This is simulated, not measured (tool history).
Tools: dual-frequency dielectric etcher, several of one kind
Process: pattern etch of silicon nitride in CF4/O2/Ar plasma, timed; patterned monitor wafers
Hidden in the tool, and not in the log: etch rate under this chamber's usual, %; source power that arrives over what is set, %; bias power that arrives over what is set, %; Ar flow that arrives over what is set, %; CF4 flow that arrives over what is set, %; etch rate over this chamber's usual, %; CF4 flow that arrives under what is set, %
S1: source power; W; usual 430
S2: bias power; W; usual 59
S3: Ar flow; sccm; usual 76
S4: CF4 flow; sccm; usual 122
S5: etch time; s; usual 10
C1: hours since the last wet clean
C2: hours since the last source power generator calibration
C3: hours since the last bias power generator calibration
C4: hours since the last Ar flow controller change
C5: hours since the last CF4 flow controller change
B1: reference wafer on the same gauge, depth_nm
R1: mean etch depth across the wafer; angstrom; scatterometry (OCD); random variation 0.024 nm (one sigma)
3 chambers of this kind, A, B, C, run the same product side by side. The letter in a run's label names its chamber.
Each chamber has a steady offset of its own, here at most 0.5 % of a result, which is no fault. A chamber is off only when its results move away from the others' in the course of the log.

run,hour,S1,S2,S3,S4,S5,C1,C2,C3,C4,C5,B1,R1
1A,11.4,430,59,76,122,10,472.1,777,3448.1,1368.9,1826.5,15.102,185.8
2B,22.7,430,59,76,122,10,160.8,1591.4,2374.1,1354.4,3609.7,15.106,186.38
3C,30,430,59,76,122,10,125.4,1100.1,4596.4,508.5,1969.3,15.106,186.41
4C,40.6,430,59,76,122,10,136,1110.7,4607,519.1,1979.9,15.117,186.86
5B,51.1,430,59,93,122,12,189.2,1619.8,2402.5,1382.8,3638.1,15.114,219.7
6A,57.9,430,59,93,122,12,518.6,823.5,3494.6,1415.4,1873,15.115,218.55
7B,65.7,430,59,93,122,12,203.8,1634.4,2417.1,1397.4,3652.7,15.119,220.03
8C,72.3,430,59,76,122,10,167.7,1142.4,4638.7,550.8,2011.6,15.126,186.61
9A,81.1,430,59,76,122,10,541.8,846.7,3517.8,1438.6,1896.2,15.124,185.52
10C,89.6,430,59,76,135,10,185,1159.7,4656,568.1,2028.9,15.129,188.03
11B,99.2,430,59,76,135,10,237.3,1667.9,2450.6,1430.9,3686.2,15.125,188.07
12A,110.1,430,59,76,135,10,570.8,875.7,3546.8,1467.6,1925.2,15.134,187.92
# hour 111.8: chamber A: wet clean of the chamber
13A,117.5,430,59,76,122,10,5.7,883.1,3554.2,1475,1932.6,15.138,185.78
14C,128.2,430,59,76,122,10,223.6,1198.3,4694.6,606.7,2067.5,15.146,186.87
15B,136.7,430,59,76,122,10,274.8,1705.4,2488.1,1468.4,3723.7,15.139,186.83
16B,143.2,430,67,76,122,10,281.3,1711.9,2494.6,1474.9,3730.2,15.142,195.73
17C,152.3,430,67,76,122,10,247.7,1222.4,4718.7,630.8,2091.6,15.141,195.67
18A,161.7,430,67,76,122,10,49.9,927.3,3598.4,1519.2,1976.8,15.145,194.87
19A,172.3,430,59,76,122,10,60.5,937.9,3609,1529.8,1987.4,15.151,186.27
20B,179.3,430,59,76,122,10,317.4,1748,2530.7,1511,3766.3,15.148,186.94
21C,187.2,430,59,76,122,10,282.6,1257.3,4753.6,665.7,2126.5,15.157,186.83
22C,196.5,430,59,76,122,10,291.9,1266.6,4762.9,675,2135.8,15.163,187.07
23A,203.3,430,59,76,122,10,91.5,968.9,3640,1560.8,2018.4,15.158,186.39
24B,209.5,430,59,76,122,10,347.6,1778.2,2560.9,1541.2,3796.5,15.16,186.83
25A,217.8,430,59,76,122,10,106,983.4,3654.5,1575.3,2032.9,15.168,186.44
26C,226.4,430,59,76,122,10,321.8,1296.5,4792.8,704.9,2165.7,15.17,187.01
27B,231.5,430,59,76,122,10,369.6,1800.2,2582.9,1563.2,3818.5,15.169,187.22
28A,238.1,430,59,76,122,10,126.3,1003.7,3674.8,1595.6,2053.2,15.172,187.08
# hour 248.8: chamber B: wet clean of the chamber
29C,249.3,430,59,76,122,10,344.7,1319.4,4815.7,727.8,2188.6,15.175,187.34
30B,259.2,430,59,76,122,10,10.4,1827.9,2610.6,1590.9,3846.2,15.177,187.72

Is one chamber off against the others, does the gauge drift, or is nothing wrong? If a chamber is off, say which, and what the likeliest cause is.

The gauge drifts, so all chambers seem to drift together. No chamber is off.
Cause: gauge reads high (%) = 0.528.
